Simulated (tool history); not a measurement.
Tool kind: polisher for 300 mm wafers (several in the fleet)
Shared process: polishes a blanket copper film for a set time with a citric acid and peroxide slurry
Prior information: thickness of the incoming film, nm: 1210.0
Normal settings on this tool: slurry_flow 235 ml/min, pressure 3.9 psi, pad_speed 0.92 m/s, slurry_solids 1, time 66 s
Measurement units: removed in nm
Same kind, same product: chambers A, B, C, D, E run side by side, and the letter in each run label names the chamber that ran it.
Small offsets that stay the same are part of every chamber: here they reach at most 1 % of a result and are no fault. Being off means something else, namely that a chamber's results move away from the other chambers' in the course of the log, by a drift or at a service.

| run | hour | slurry_flow | pressure | pad_speed | slurry_solids | time | removed |
|---|---|---|---|---|---|---|---|
|  | 1.3 | chamber B: slurry nozzle cleaned |
|  | 6.3 | chamber A: worn pad replaced by a new one |
|  | 7.3 | chamber D: worn pad replaced by a new one |
| 1E | 9 | 235 | 3.9 | 0.92 | 1 | 66 | 214.98 |
| 2C | 18.3 | 235 | 3.9 | 0.92 | 1 | 66 | 210.69 |
|  | 19.7 | chamber C: worn pad replaced by a new one |
|  | 24.5 | chamber A: slurry blender recalibrated |
| 3A | 24.7 | 235 | 3.9 | 0.92 | 1 | 66 | 211.55 |
|  | 32.3 | chamber E: slurry blender recalibrated |
| 4D | 36.4 | 235 | 3.9 | 0.92 | 1 | 66 | 211.45 |
|  | 38.4 | chamber E: worn pad replaced by a new one |
| 5B | 44.4 | 235 | 3.9 | 0.92 | 1 | 66 | 209.73 |
|  | 52.6 | chamber D: worn pad replaced by a new one |
| 6E | 52.8 | 235 | 3.9 | 0.92 | 1 | 66 | 217.35 |
|  | 54.6 | chamber B: worn pad replaced by a new one |
|  | 57.5 | chamber A: worn pad replaced by a new one |
| 7D | 63.7 | 205 | 3.9 | 0.92 | 1 | 86 | 275.18 |
|  | 64 | chamber C: slurry blender recalibrated |
| 8A | 70.7 | 205 | 3.9 | 0.92 | 1 | 86 | 270 |
|  | 71.7 | chamber C: worn pad replaced by a new one |
| 9C | 79.6 | 205 | 3.9 | 0.92 | 1 | 86 | 274.04 |
|  | 87.5 | chamber E: worn pad replaced by a new one |
| 10B | 88.6 | 205 | 3.9 | 0.92 | 1 | 86 | 269.86 |
| 11E | 93.7 | 205 | 3.9 | 0.92 | 1 | 86 | 272.63 |
| 12D | 101.1 | 235 | 3.9 | 1.14 | 1.15 | 66 | 273.01 |
|  | 102.5 | chamber D: worn pad replaced by a new one |
|  | 104 | chamber A: worn pad replaced by a new one |
|  | 104.2 | chamber D: slurry blender recalibrated |
| 13B | 106.4 | 235 | 3.9 | 1.14 | 1.15 | 66 | 274.29 |
|  | 108.1 | chamber C: slurry nozzle cleaned |
|  | 113.3 | chamber B: worn pad replaced by a new one |
| 14A | 116.7 | 235 | 3.9 | 1.14 | 1.15 | 66 | 266.76 |
|  | 123.9 | chamber C: worn pad replaced by a new one |
| 15C | 127.5 | 235 | 3.9 | 1.14 | 1.15 | 66 | 263.96 |
| 16D | 136.1 | 235 | 3.9 | 1.14 | 1.15 | 66 | 270.1 |
|  | 137.6 | chamber E: worn pad replaced by a new one |
| 17A | 142.2 | 235 | 3.9 | 0.92 | 1 | 66 | 213.33 |
| 18E | 151.9 | 235 | 3.9 | 0.92 | 1 | 66 | 210.04 |
|  | 152.3 | chamber A: worn pad replaced by a new one |
|  | 158.9 | chamber D: worn pad replaced by a new one |
| 19B | 160.1 | 235 | 3.9 | 0.92 | 1 | 66 | 207.38 |
| 20C | 169.8 | 235 | 3.9 | 0.92 | 1 | 66 | 212.02 |
|  | 173.5 | chamber B: worn pad replaced by a new one |
|  | 177.8 | chamber C: worn pad replaced by a new one |
|  | 178.5 | chamber B: head pressure recalibrated |
| 21D | 181 | 235 | 3.9 | 0.92 | 1 | 66 | 217.65 |
|  | 186.3 | chamber E: slurry nozzle cleaned |
| 22C | 190 | 235 | 3.9 | 0.92 | 1 | 66 | 214.47 |
| 23E | 198.2 | 235 | 3.9 | 0.92 | 1 | 66 | 214.86 |
|  | 199.7 | chamber E: worn pad replaced by a new one |
|  | 201.3 | chamber B: slurry nozzle cleaned |
|  | 205.8 | chamber A: worn pad replaced by a new one |
| 24B | 208.2 | 235 | 3.9 | 0.92 | 1 | 66 | 211.21 |
|  | 212.7 | chamber D: worn pad replaced by a new one |
| 25A | 213.4 | 235 | 3.9 | 0.92 | 1 | 66 | 213.28 |
| 26D | 219.1 | 235 | 3.9 | 0.92 | 1 | 66 | 212.08 |
|  | 219.8 | chamber E: head pressure recalibrated |
| 27E | 225.2 | 235 | 3.9 | 0.92 | 1 | 66 | 214.54 |
|  | 228.4 | chamber B: worn pad replaced by a new one |
|  | 234.7 | chamber C: worn pad replaced by a new one |
| 28A | 234.9 | 235 | 3.9 | 0.92 | 1 | 66 | 212.97 |
|  | 236.1 | chamber B: slurry blender recalibrated |
| 29C | 243.7 | 235 | 3.9 | 0.92 | 1 | 66 | 211.06 |
| 30B | 249.5 | 235 | 3.9 | 0.92 | 1 | 66 | 214.19 |
|  | 250.4 | chamber E: worn pad replaced by a new one |
| 31E | 255.7 | 235 | 3.9 | 0.92 | 1 | 66 | 215.72 |

The same settings go to every chamber for the next run, one line per chamber below. Forecast the results for each:
| 32A | 264.1 | 235 | 3.9 | 1.22 | 1 | 66 | ? |
| 32B | 264.1 | 235 | 3.9 | 1.22 | 1 | 66 | ? |
| 32C | 264.1 | 235 | 3.9 | 1.22 | 1 | 66 | ? |
| 32D | 264.1 | 235 | 3.9 | 1.22 | 1 | 66 | ? |
| 32E | 264.1 | 235 | 3.9 | 1.22 | 1 | 66 | ? |

| run | removed |
|---|---|
| 32A | 277.3 |
| 32B | 284.79 |
| 32C | 277.29 |
| 32D | 285.2 |
| 32E | 280.46 |
